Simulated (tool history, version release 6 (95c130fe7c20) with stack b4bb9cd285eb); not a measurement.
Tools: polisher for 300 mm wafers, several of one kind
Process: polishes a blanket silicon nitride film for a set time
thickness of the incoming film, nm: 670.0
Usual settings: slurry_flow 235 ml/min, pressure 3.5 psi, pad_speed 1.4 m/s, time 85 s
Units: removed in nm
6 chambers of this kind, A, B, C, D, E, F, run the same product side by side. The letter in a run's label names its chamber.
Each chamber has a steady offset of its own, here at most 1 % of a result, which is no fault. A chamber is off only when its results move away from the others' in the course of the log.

Run 1A, hour 14.5: usual settings. Result: removed 218.68 nm.
Run 2F, hour 23.8: usual settings. Result: removed 213.85 nm.
At hour 25.0: chamber A: worn pad replaced by a new one.
At hour 29.4: chamber F: worn pad replaced by a new one.
Run 3B, hour 33.8: usual settings. Result: removed 216.31 nm.
Run 4D, hour 42.3: usual settings. Result: removed 217.19 nm.
At hour 50.7: chamber E: worn pad replaced by a new one.
Run 5C, hour 57.6: usual settings. Result: removed 214.41 nm.
Run 6E, hour 66.3: usual settings. Result: removed 214.51 nm.
Run 7D, hour 74.8: usual settings. Result: removed 212.25 nm.
At hour 79.5: chamber D: worn pad replaced by a new one.
Run 8A, hour 88.0: usual settings. Result: removed 217.36 nm.
At hour 91.8: chamber C: worn pad replaced by a new one.
At hour 93.1: chamber B: worn pad replaced by a new one.
Run 9B, hour 98.5: usual settings but pressure 3.9 psi. Result: removed 238.17 nm.
At hour 105.4: chamber A: worn pad replaced by a new one.
At hour 107.3: chamber F: worn pad replaced by a new one.
Run 10C, hour 108.8: usual settings but pressure 3.9 psi. Result: removed 235.92 nm.
Run 11E, hour 122.0: usual settings but pressure 3.9 psi. Result: removed 242.13 nm.
At hour 125.3: chamber A: slurry nozzle cleaned.
At hour 128.3: chamber C: slurry nozzle cleaned.
Run 12F, hour 133.6: usual settings but pressure 3.9 psi. Result: removed 238.02 nm.
At hour 141.6: chamber E: worn pad replaced by a new one.
Run 13C, hour 144.5: usual settings but pressure 3.9 psi. Result: removed 239.54 nm.
Run 14F, hour 159.0: usual settings but pressure 3.9 psi. Result: removed 238.23 nm.
Run 15A, hour 170.4: usual settings. Result: removed 218.60 nm.
At hour 173.8: chamber B: slurry nozzle cleaned.
At hour 177.8: chamber D: worn pad replaced by a new one.
At hour 179.8: chamber C: worn pad replaced by a new one.
Run 16D, hour 180.1: usual settings. Result: removed 215.51 nm.
At hour 185.9: chamber F: worn pad replaced by a new one.
At hour 187.8: chamber C: head pressure recalibrated.
At hour 191.0: chamber A: worn pad replaced by a new one.
Run 17E, hour 194.2: usual settings. Result: removed 214.90 nm.
Run 18B, hour 203.5: usual settings but pressure 2.7 psi. Result: removed 165.81 nm.
At hour 207.5: chamber B: worn pad replaced by a new one.
Run 19D, hour 214.1: usual settings but pressure 2.7 psi. Result: removed 165.55 nm.
Run 20C, hour 230.4: usual settings but pressure 2.7 psi. Result: removed 164.83 nm.
At hour 235.9: chamber E: worn pad replaced by a new one.
Run 21A, hour 238.0: usual settings but pressure 2.7 psi. Result: removed 166.71 nm.
Run 22E, hour 248.8: usual settings but pressure 2.7 psi. Result: removed 167.50 nm.
Run 23B, hour 259.9: usual settings but pressure 2.7 psi. Result: removed 166.74 nm.
At hour 265.9: chamber F: worn pad replaced by a new one.
At hour 267.2: chamber D: worn pad replaced by a new one.
Run 24F, hour 271.7: usual settings. Result: removed 215.89 nm.
At hour 273.2: chamber A: worn pad replaced by a new one.
At hour 287.3: chamber C: worn pad replaced by a new one.
Run 25E, hour 287.9: usual settings but pressure 4.4 psi. Result: removed 270.80 nm.
Run 26C, hour 301.5: usual settings but pressure 4.4 psi. Result: removed 270.80 nm.
Run 27D, hour 311.3: usual settings but pressure 4.4 psi. Result: removed 269.14 nm.
Run 28B, hour 325.4: usual settings but pressure 4.4 psi. Result: removed 271.78 nm.
At hour 326.0: chamber B: worn pad replaced by a new one.
At hour 329.4: chamber E: worn pad replaced by a new one.
Run 29F, hour 341.3: usual settings but pressure 4.4 psi. Result: removed 269.24 nm.
Run 30A, hour 356.6: usual settings but pressure 4.4 psi. Result: removed 268.41 nm.
At hour 358.5: chamber F: worn pad replaced by a new one.
Run 31B, hour 365.2: usual settings. Result: removed 216.45 nm.
At hour 369.9: chamber A: worn pad replaced by a new one.
Run 32D, hour 373.7: usual settings. Result: removed 214.31 nm.
At hour 376.7: chamber C: worn pad replaced by a new one.
At hour 382.6: chamber A: slurry nozzle cleaned.
Run 33A, hour 387.3: usual settings. Result: removed 214.81 nm.
Run 34E, hour 402.5: usual settings. Result: removed 216.31 nm.
At hour 416.9: chamber E: worn pad replaced by a new one.
Run 35F, hour 417.1: usual settings. Result: removed 217.63 nm.
Run 36C, hour 424.8: usual settings. Result: removed 214.04 nm.
Run 37E, hour 434.2: usual settings but time 64 s. Result: removed 163.44 nm.

Next, every chamber runs the same settings. What will each give?
Run 38A, hour 445.8: usual settings. Result: removed ?.
Run 38B, hour 445.8: usual settings. Result: removed ?.
Run 38C, hour 445.8: usual settings. Result: removed ?.
Run 38D, hour 445.8: usual settings. Result: removed ?.
Run 38E, hour 445.8: usual settings. Result: removed ?.
Run 38F, hour 445.8: usual settings. Result: removed ?.

run  removed
38A   216.70
38B   218.98
38C   214.68
38D   212.60
38E   216.83
38F   216.29

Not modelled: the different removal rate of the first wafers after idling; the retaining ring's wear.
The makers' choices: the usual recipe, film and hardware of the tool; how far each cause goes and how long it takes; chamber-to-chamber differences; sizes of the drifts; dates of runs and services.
